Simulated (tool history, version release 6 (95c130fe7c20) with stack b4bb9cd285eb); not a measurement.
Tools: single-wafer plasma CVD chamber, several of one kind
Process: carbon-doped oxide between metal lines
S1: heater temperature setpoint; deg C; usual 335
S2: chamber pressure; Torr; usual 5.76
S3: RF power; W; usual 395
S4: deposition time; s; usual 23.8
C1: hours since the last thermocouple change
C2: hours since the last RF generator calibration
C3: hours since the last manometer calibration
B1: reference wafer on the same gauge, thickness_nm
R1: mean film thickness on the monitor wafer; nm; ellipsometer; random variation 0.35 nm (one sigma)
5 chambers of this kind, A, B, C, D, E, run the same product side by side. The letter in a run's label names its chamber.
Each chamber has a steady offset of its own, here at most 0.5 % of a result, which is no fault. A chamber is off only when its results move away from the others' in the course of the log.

{"hour": 9.5, "done": "chamber B: capacitance manometer re-zeroed and calibrated"}
{"run": "1C", "hour": 9.5, "S1": 335, "S2": 5.76, "S3": 395, "S4": 23.8, "C1": 1094.2, "C2": 866.0, "C3": 1067.5, "B1": 131.93, "R1": 110.46}
{"run": "2B", "hour": 16.9, "S1": 335, "S2": 5.76, "S3": 395, "S4": 23.8, "C1": 850.3, "C2": 1144.8, "C3": 7.4, "B1": 131.92, "R1": 110.69}
{"hour": 19.0, "done": "chamber D: capacitance manometer re-zeroed and calibrated"}
{"hour": 23.3, "done": "chamber E: RF generator calibrated"}
{"run": "3E", "hour": 27.6, "S1": 335, "S2": 5.76, "S3": 395, "S4": 23.8, "C1": 983.3, "C2": 4.3, "C3": 413.3, "B1": 132.15, "R1": 110.01}
{"run": "4A", "hour": 34.1, "S1": 335, "S2": 5.76, "S3": 395, "S4": 23.8, "C1": 244.8, "C2": 1040.3, "C3": 35.0, "B1": 131.92, "R1": 110.33}
{"run": "5D", "hour": 45.1, "S1": 335, "S2": 5.76, "S3": 395, "S4": 23.8, "C1": 926.8, "C2": 726.3, "C3": 26.2, "B1": 132.0, "R1": 110.47}
{"run": "6A", "hour": 54.2, "S1": 335, "S2": 5.76, "S3": 395, "S4": 23.8, "C1": 264.9, "C2": 1060.4, "C3": 55.1, "B1": 131.98, "R1": 110.43}
{"run": "7B", "hour": 64.5, "S1": 335, "S2": 5.76, "S3": 395, "S4": 23.8, "C1": 897.9, "C2": 1192.4, "C3": 55.0, "B1": 132.01, "R1": 110.11}
{"run": "8E", "hour": 72.4, "S1": 335, "S2": 5.76, "S3": 395, "S4": 23.8, "C1": 1028.1, "C2": 49.1, "C3": 458.1, "B1": 132.15, "R1": 110.05}
{"run": "9D", "hour": 84.9, "S1": 335, "S2": 5.76, "S3": 395, "S4": 23.8, "C1": 966.6, "C2": 766.1, "C3": 66.0, "B1": 132.11, "R1": 109.24}
{"run": "10C", "hour": 97.6, "S1": 335, "S2": 5.76, "S3": 425, "S4": 27.8, "C1": 1182.3, "C2": 954.1, "C3": 1155.6, "B1": 131.94, "R1": 136.41}
{"run": "11E", "hour": 105.8, "S1": 335, "S2": 5.76, "S3": 425, "S4": 27.8, "C1": 1061.5, "C2": 82.5, "C3": 491.5, "B1": 131.94, "R1": 135.21}
{"run": "12C", "hour": 115.3, "S1": 335, "S2": 5.76, "S3": 425, "S4": 27.8, "C1": 1200.0, "C2": 971.8, "C3": 1173.3, "B1": 131.97, "R1": 136.06}
{"run": "13B", "hour": 121.9, "S1": 335, "S2": 5.76, "S3": 425, "S4": 27.8, "C1": 955.3, "C2": 1249.8, "C3": 112.4, "B1": 131.92, "R1": 136.17}
{"hour": 129.8, "done": "chamber E: thermocouple changed; heater temperature recalibrated"}
{"run": "14D", "hour": 133.1, "S1": 335, "S2": 5.76, "S3": 425, "S4": 27.8, "C1": 1014.8, "C2": 814.3, "C3": 114.2, "B1": 131.84, "R1": 134.03}
{"run": "15A", "hour": 143.4, "S1": 335, "S2": 5.76, "S3": 395, "S4": 23.8, "C1": 354.1, "C2": 1149.6, "C3": 144.3, "B1": 131.97, "R1": 110.86}
{"run": "16B", "hour": 151.8, "S1": 335, "S2": 5.76, "S3": 395, "S4": 23.8, "C1": 985.2, "C2": 1279.7, "C3": 142.3, "B1": 132.0, "R1": 111.08}
{"run": "17A", "hour": 158.6, "S1": 335, "S2": 5.76, "S3": 395, "S4": 23.8, "C1": 369.3, "C2": 1164.8, "C3": 159.5, "B1": 132.16, "R1": 110.24}
{"run": "18C", "hour": 170.6, "S1": 335, "S2": 5.76, "S3": 395, "S4": 23.8, "C1": 1255.3, "C2": 1027.1, "C3": 1228.6, "B1": 131.97, "R1": 110.72}
{"run": "19D", "hour": 182.9, "S1": 335, "S2": 5.76, "S3": 395, "S4": 23.8, "C1": 1064.6, "C2": 864.1, "C3": 164.0, "B1": 132.01, "R1": 108.98}
{"run": "20E", "hour": 188.8, "S1": 328, "S2": 5.76, "S3": 395, "S4": 23.8, "C1": 59.0, "C2": 165.5, "C3": 574.5, "B1": 132.08, "R1": 112.39}
{"run": "21C", "hour": 194.4, "S1": 328, "S2": 5.76, "S3": 395, "S4": 23.8, "C1": 1279.1, "C2": 1050.9, "C3": 1252.4, "B1": 132.0, "R1": 112.9}
{"run": "22B", "hour": 206.2, "S1": 328, "S2": 5.76, "S3": 395, "S4": 23.8, "C1": 1039.6, "C2": 1334.1, "C3": 196.7, "B1": 132.04, "R1": 113.01}
{"run": "23E", "hour": 216.2, "S1": 328, "S2": 5.76, "S3": 395, "S4": 23.8, "C1": 86.4, "C2": 192.9, "C3": 601.9, "B1": 132.08, "R1": 112.79}
{"run": "24A", "hour": 222.8, "S1": 328, "S2": 5.76, "S3": 395, "S4": 23.8, "C1": 433.5, "C2": 1229.0, "C3": 223.7, "B1": 132.01, "R1": 113.05}
{"run": "25D", "hour": 232.3, "S1": 335, "S2": 5.76, "S3": 395, "S4": 23.8, "C1": 1114.0, "C2": 913.5, "C3": 213.4, "B1": 131.97, "R1": 108.6}
{"run": "26A", "hour": 241.8, "S1": 335, "S2": 5.76, "S3": 395, "S4": 23.8, "C1": 452.5, "C2": 1248.0, "C3": 242.7, "B1": 131.96, "R1": 111.17}
{"run": "27C", "hour": 253.8, "S1": 335, "S2": 4.43, "S3": 395, "S4": 28.1, "C1": 1338.5, "C2": 1110.3, "C3": 1311.8, "B1": 131.99, "R1": 125.33}
{"run": "28D", "hour": 264.5, "S1": 335, "S2": 4.43, "S3": 395, "S4": 28.1, "C1": 1146.2, "C2": 945.7, "C3": 245.6, "B1": 131.93, "R1": 123.57}
{"run": "29B", "hour": 271.3, "S1": 335, "S2": 4.43, "S3": 395, "S4": 28.1, "C1": 1104.7, "C2": 1399.2, "C3": 261.8, "B1": 132.02, "R1": 126.74}
{"run": "30E", "hour": 279.9, "S1": 335, "S2": 4.43, "S3": 395, "S4": 28.1, "C1": 150.1, "C2": 256.6, "C3": 665.6, "B1": 132.02, "R1": 124.85}
{"run": "31A", "hour": 288.4, "S1": 335, "S2": 4.43, "S3": 395, "S4": 28.1, "C1": 499.1, "C2": 1294.6, "C3": 289.3, "B1": 132.0, "R1": 125.35}

What goes on in this fleet: one chamber off, a drifting gauge, or nothing beyond the chambers' own small offsets? Name the chamber and the cause, if any.

Chamber D drifts away from the others.
Cause: wafer temperature above the value expected at the setpoint (K) = 5.87.
The log may not tell that from: delivered RF power below the setpoint (%).

Here are 4 candidates for chamber D's next run, each the usual settings with a change, their results left as question marks. Which one brings its results back in line with what the others give on the usual settings?
In line means no further than this from the other chambers' mean on the usual settings: R1 1.20 nm
{"run": "32D-1", "hour": 297.8, "S1": 335, "S2": 5.76, "S3": 390, "S4": 23.5, "R1": "?"}
{"run": "32D-2", "hour": 297.8, "S1": 325, "S2": 6.32, "S3": 395, "S4": 23.8, "R1": "?"}
{"run": "32D-3", "hour": 297.8, "S1": 335, "S2": 5.77, "S3": 400, "S4": 24.1, "R1": "?"}
{"run": "32D-4", "hour": 297.8, "S1": 335, "S2": 5.73, "S3": 385, "S4": 23.2, "R1": "?"}

The other chambers' mean on the usual settings: R1 110.41 nm
run=32D-1 R1=105.63
run=32D-2 R1=112.71
run=32D-3 R1=110.36
run=32D-4 R1=103.26
32D-3 brings the chamber back in line.
